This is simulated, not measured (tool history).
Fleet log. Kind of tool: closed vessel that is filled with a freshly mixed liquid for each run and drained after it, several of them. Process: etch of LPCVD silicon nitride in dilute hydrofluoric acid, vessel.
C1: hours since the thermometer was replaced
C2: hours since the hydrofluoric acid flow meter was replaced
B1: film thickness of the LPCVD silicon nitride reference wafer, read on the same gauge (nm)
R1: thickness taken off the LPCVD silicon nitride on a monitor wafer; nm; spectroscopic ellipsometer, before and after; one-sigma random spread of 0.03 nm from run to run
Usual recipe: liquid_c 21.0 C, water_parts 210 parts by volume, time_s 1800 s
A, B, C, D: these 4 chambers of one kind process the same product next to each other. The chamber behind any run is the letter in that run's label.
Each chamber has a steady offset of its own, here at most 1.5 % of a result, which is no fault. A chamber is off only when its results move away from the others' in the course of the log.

run 1D hour=6.1 | liquid_c=21.0 water_parts=210 time_s=1800 | C1=404.5 C2=1779.3 | B1=120.02 | R1=3.5157
run 2B hour=11.6 | liquid_c=21.0 water_parts=210 time_s=1800 | C1=154.8 C2=495.5 | B1=119.98 | R1=3.5021
run 3C hour=15.2 | liquid_c=21.0 water_parts=210 time_s=1800 | C1=504.9 C2=82.2 | B1=119.97 | R1=3.5237
run 4A hour=19.8 | liquid_c=21.0 water_parts=210 time_s=1800 | C1=1223.8 C2=1467.8 | B1=119.99 | R1=3.4727
run 5A hour=26.5 | liquid_c=21.0 water_parts=210 time_s=1800 | C1=1230.5 C2=1474.5 | B1=120.02 | R1=3.4353
run 6B hour=30.2 | liquid_c=17.5 water_parts=210 time_s=1800 | C1=173.4 C2=514.1 | B1=120.00 | R1=2.8013
run 7C hour=34.2 | liquid_c=17.5 water_parts=210 time_s=1800 | C1=523.9 C2=101.2 | B1=119.97 | R1=2.7860
run 8D hour=37.6 | liquid_c=17.5 water_parts=210 time_s=1800 | C1=436.0 C2=1810.8 | B1=120.00 | R1=2.7366
run 9B hour=41.9 | liquid_c=17.5 water_parts=210 time_s=1800 | C1=185.1 C2=525.8 | B1=120.01 | R1=2.8383
run 10A hour=47.4 | liquid_c=21.0 water_parts=210 time_s=1800 | C1=1251.4 C2=1495.4 | B1=120.01 | R1=3.3735
run 11C hour=50.6 | liquid_c=21.0 water_parts=210 time_s=1800 | C1=540.3 C2=117.6 | B1=119.99 | R1=3.5156
run 12D hour=56.0 | liquid_c=21.0 water_parts=210 time_s=1800 | C1=454.4 C2=1829.2 | B1=120.01 | R1=3.5460
run 13A hour=60.4 | liquid_c=21.0 water_parts=210 time_s=1800 | C1=1264.4 C2=1508.4 | B1=120.01 | R1=3.3653
run 14B hour=64.3 | liquid_c=21.0 water_parts=210 time_s=1800 | C1=207.5 C2=548.2 | B1=119.97 | R1=3.5126
run 15D hour=70.5 | liquid_c=21.0 water_parts=210 time_s=1800 | C1=468.9 C2=1843.7 | B1=120.00 | R1=3.4491
run 16C hour=73.6 | liquid_c=21.0 water_parts=210 time_s=1800 | C1=563.3 C2=140.6 | B1=120.01 | R1=3.5094
run 17C hour=80.1 | liquid_c=21.0 water_parts=210 time_s=1800 | C1=569.8 C2=147.1 | B1=119.99 | R1=3.4970
run 18B hour=83.2 | liquid_c=21.0 water_parts=140 time_s=1800 | C1=226.4 C2=567.1 | B1=120.03 | R1=5.1379
-- hour=84.9 chamber A: hydrofluoric acid flow meter replaced
run 19A hour=88.5 | liquid_c=21.0 water_parts=140 time_s=1800 | C1=1292.5 C2=3.7 | B1=120.03 | R1=4.9631
run 20D hour=95.3 | liquid_c=21.0 water_parts=140 time_s=1800 | C1=493.7 C2=1868.5 | B1=120.01 | R1=5.2546
run 21D hour=100.1 | liquid_c=21.0 water_parts=140 time_s=1800 | C1=498.5 C2=1873.3 | B1=120.01 | R1=5.1489
run 22C hour=104.8 | liquid_c=21.0 water_parts=210 time_s=1800 | C1=594.5 C2=171.8 | B1=120.01 | R1=3.5309
run 23B hour=108.9 | liquid_c=21.0 water_parts=210 time_s=1800 | C1=252.1 C2=592.8 | B1=120.04 | R1=3.5785
run 24A hour=115.1 | liquid_c=21.0 water_parts=210 time_s=1800 | C1=1319.1 C2=30.3 | B1=120.02 | R1=3.3019

Is one chamber out of step, is the gauge drifting, or do the chambers differ by no more than their own small offsets? For an off chamber, give its letter and the likeliest cause.

It is chamber A that slowly wanders off from its peers.
What lies behind it: liquid colder than its thermometer reads (K) = 1.02.

Here are 4 candidates for chamber A's next run, each the usual settings with a change, their results left as question marks. Which one brings its results back in line with what the others give on the usual settings?
In line here means within this much of the mean the other chambers give on the usual settings: R1 0.1100 nm
run 25A-1 hour=119.9 | liquid_c=20.0 water_parts=210 time_s=1800 | R1=?
run 25A-2 hour=119.9 | liquid_c=21.0 water_parts=210 time_s=2040 | R1=?
run 25A-3 hour=119.9 | liquid_c=21.0 water_parts=205 time_s=1865 | R1=?
run 25A-4 hour=119.9 | liquid_c=20.5 water_parts=220 time_s=1690 | R1=?

The mean the other chambers reach with the usual settings: R1 3.5114 nm
run=25A-1 R1=3.0563
run=25A-2 R1=3.6991
run=25A-3 R1=3.4607
run=25A-4 R1=2.8369
25A-3 brings the chamber back in line.

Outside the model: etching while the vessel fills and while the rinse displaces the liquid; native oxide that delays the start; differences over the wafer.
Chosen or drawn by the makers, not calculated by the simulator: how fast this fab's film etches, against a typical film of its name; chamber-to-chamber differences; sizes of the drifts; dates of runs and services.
